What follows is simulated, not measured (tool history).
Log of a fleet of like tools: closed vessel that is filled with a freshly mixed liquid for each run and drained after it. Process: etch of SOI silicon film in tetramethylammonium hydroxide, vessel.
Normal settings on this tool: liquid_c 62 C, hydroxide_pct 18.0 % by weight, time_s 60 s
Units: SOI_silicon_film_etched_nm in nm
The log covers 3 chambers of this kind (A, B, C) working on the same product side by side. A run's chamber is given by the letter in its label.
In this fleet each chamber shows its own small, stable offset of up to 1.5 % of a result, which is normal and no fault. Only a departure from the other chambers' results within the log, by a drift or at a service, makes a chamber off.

run     day  liquid_c  hydroxide_pct  time_s  read-back film thickness of the SOI silicon film reference wafer, read on the same gauge (nm)  SOI_silicon_film_etched_nm
 1C   0.538        62           18.0      60                                                                                         69.997                      202.04
 2B   1.042        62           18.0      60                                                                                         69.983                      204.44
 3A   1.367        62           18.0      60                                                                                         70.012                      204.25
 4A   1.783        62           18.0      60                                                                                         70.004                      204.08
 5C   2.058        62           18.0      60                                                                                         69.992                      203.03
 6B   2.504        62           18.0      60                                                                                         69.981                      202.32
 7C   2.808        62           14.5      60                                                                                         70.016                      220.56
 8B   3.100        62           14.5      60                                                                                         70.015                      222.76
 9A   3.442        62           14.5      60                                                                                         70.006                      223.38
10B   3.683        62           18.0      60                                                                                         70.014                      202.64
11A   4.112        62           18.0      60                                                                                         70.000                      204.22
12C   4.583        62           18.0      60                                                                                         69.980                      202.41
13C   5.021        62           18.0      60                                                                                         69.992                      202.91
14B   5.375        62           18.0      60                                                                                         69.996                      202.41
15A   5.675        62           18.0      60                                                                                         69.999                      203.21
16A   6.038        62           18.0      60                                                                                         70.010                      204.57
17B   6.304        62           18.0      60                                                                                         70.006                      202.37
18C   6.842        62           18.0      60                                                                                         69.991                      202.65
19B   7.092        62           18.0      60                                                                                         70.021                      200.93
20A   7.579        62           18.0      60                                                                                         69.980                      202.57
21C   7.821        62           18.0      60                                                                                         69.974                      202.09
22A   8.346        62           18.0      60                                                                                         69.985                      203.95
23B   8.792        62           18.0      60                                                                                         69.996                      203.76
24C   9.133        62           18.0      60                                                                                         69.973                      204.97
25C   9.633        65           18.0      60                                                                                         69.995                      244.99
26B  10.017        65           18.0      60                                                                                         70.008                      244.51
27A  10.442        65           18.0      60                                                                                         69.998                      242.75
28C  10.758        62           18.0      60                                                                                         70.007                      202.83
29A  11.104        62           18.0      60                                                                                         69.997                      205.75
30B  11.392        62           18.0      60                                                                                         69.960                      202.96
31C  11.742        62           18.0      60                                                                                         70.019                      202.83
32A  12.212        62           18.0      60                                                                                         69.999                      203.79
33B  12.492        62           18.0      60                                                                                         70.024                      203.20
34A  12.758        62           18.0      60                                                                                         70.006                      203.99
35C  13.296        62           18.0      60                                                                                         69.989                      202.82

Each of the 3 chambers runs these same settings next. Fill in every chamber's results:
36A  13.692        62           18.0      60                                                                                                                          ?
36B  13.692        62           18.0      60                                                                                                                          ?
36C  13.692        62           18.0      60                                                                                                                          ?

run  SOI_silicon_film_etched_nm
36A                      205.49
36B                      201.29
36C                      202.50

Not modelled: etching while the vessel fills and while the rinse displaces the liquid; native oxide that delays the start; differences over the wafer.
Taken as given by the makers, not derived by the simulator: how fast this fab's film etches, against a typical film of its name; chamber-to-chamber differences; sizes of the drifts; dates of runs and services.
